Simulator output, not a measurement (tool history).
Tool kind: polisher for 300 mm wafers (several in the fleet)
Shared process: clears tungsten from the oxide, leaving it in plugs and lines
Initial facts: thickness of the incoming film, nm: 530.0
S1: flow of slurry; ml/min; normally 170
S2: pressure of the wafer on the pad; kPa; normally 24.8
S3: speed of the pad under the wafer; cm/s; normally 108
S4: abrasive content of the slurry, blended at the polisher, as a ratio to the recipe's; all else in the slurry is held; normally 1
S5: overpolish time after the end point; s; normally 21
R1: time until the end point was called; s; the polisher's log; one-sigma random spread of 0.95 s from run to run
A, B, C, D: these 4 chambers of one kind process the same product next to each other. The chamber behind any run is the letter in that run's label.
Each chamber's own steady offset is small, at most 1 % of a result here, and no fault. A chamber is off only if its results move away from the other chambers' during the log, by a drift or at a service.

Run 1A, hour 4.5: usual settings. Result: R1 90.79 s.
At hour 8.3: chamber D: worn pad replaced by a new one.
At hour 8.9: chamber C: slurry tank refilled with fresh slurry and peroxide.
Run 2D, hour 10.4: usual settings. Result: R1 91.305 s.
Run 3B, hour 17.1: usual settings. Result: R1 92.614 s.
At hour 23.2: chamber B: slurry tank refilled with fresh slurry and peroxide.
At hour 24.2: chamber B: worn pad replaced by a new one.
Run 4C, hour 24.8: usual settings. Result: R1 90.081 s.
Run 5A, hour 32.4: usual settings. Result: R1 89.738 s.
At hour 36.4: chamber C: worn pad replaced by a new one.
Run 6B, hour 40.4: usual settings but S3 128 cm/s. Result: R1 78.019 s.
At hour 46: chamber A: worn pad replaced by a new one.
Run 7D, hour 46.3: usual settings but S3 128 cm/s. Result: R1 75.957 s.
Run 8C, hour 50: usual settings but S3 128 cm/s. Result: R1 76.325 s.
At hour 51.4: chamber D: slurry tank refilled with fresh slurry and peroxide.
At hour 56.1: chamber D: worn pad replaced by a new one.
Run 9B, hour 56.4: usual settings but S3 128 cm/s. Result: R1 76.896 s.
At hour 59.8: chamber D: slurry blender recalibrated.
Run 10A, hour 61.2: usual settings. Result: R1 91.477 s.
Run 11C, hour 66.1: usual settings. Result: R1 89.453 s.
At hour 67.9: chamber B: slurry nozzle cleaned.
At hour 70.4: chamber C: slurry tank refilled with fresh slurry and peroxide.
At hour 70.8: chamber B: slurry tank refilled with fresh slurry and peroxide.
Run 12D, hour 72: usual settings but S2 17.9 kPa, S5 10 s. Result: R1 125.42 s.
Run 13D, hour 77.5: usual settings but S2 17.9 kPa, S5 10 s. Result: R1 125.85 s.
Run 14C, hour 81.7: usual settings but S2 17.9 kPa, S5 10 s. Result: R1 125.1 s.
Run 15A, hour 87: usual settings but S2 17.9 kPa, S5 10 s. Result: R1 125.04 s.
Run 16B, hour 90.9: usual settings. Result: R1 91.717 s.
Run 17A, hour 95.3: usual settings. Result: R1 90.725 s.
At hour 98.3: chamber B: slurry blender recalibrated.
Run 18B, hour 99.3: usual settings. Result: R1 90.739 s.
Run 19D, hour 104.1: usual settings. Result: R1 91.141 s.
Run 20C, hour 110.3: usual settings. Result: R1 88.805 s.
At hour 110.8: chamber D: worn pad replaced by a new one.
At hour 116.1: chamber B: slurry tank refilled with fresh slurry and peroxide.
At hour 117.1: chamber A: worn pad replaced by a new one.
Run 21B, hour 118.1: usual settings. Result: R1 91.551 s.
At hour 118.2: chamber A: slurry tank refilled with fresh slurry and peroxide.
At hour 118.7: chamber B: worn pad replaced by a new one.
Run 22A, hour 122.1: usual settings. Result: R1 93.276 s.
Run 23C, hour 126: usual settings. Result: R1 89.592 s.
At hour 129.5: chamber C: slurry tank refilled with fresh slurry and peroxide.
Run 24D, hour 131.7: usual settings. Result: R1 89.52 s.
At hour 132.8: chamber D: slurry tank refilled with fresh slurry and peroxide.
Run 25B, hour 139.6: usual settings. Result: R1 91.395 s.
At hour 141.6: chamber C: worn pad replaced by a new one.
Run 26A, hour 145.8: usual settings. Result: R1 94.854 s.
At hour 151.7: chamber C: slurry nozzle cleaned.
Run 27D, hour 153: usual settings. Result: R1 92.65 s.
At hour 158.6: chamber B: slurry tank refilled with fresh slurry and peroxide.
Run 28C, hour 160.9: usual settings. Result: R1 88.946 s.
At hour 162.7: chamber D: head pressure recalibrated.
Run 29B, hour 164.9: usual settings. Result: R1 91.466 s.
At hour 169.3: chamber D: worn pad replaced by a new one.
Run 30D, hour 172.2: usual settings. Result: R1 92.406 s.
At hour 173.8: chamber A: head pressure recalibrated.
Run 31C, hour 177.6: usual settings. Result: R1 90.073 s.
At hour 180.1: chamber B: head pressure recalibrated.
Run 32A, hour 183.2: usual settings. Result: R1 95.331 s.
Run 33D, hour 189.4: usual settings. Result: R1 90.483 s.
Run 34B, hour 194.4: usual settings but S2 16.5 kPa, S5 15 s. Result: R1 135.74 s.

All chambers now run identical settings, listed one chamber a line with results as question marks. What results will each chamber show?
Run 35A, hour 200.4: usual settings but S5 28 s. Result: R1 ?.
Run 35B, hour 200.4: usual settings but S5 28 s. Result: R1 ?.
Run 35C, hour 200.4: usual settings but S5 28 s. Result: R1 ?.
Run 35D, hour 200.4: usual settings but S5 28 s. Result: R1 ?.

run      R1
35A  98.704
35B  90.339
35C   89.58
35D  89.685
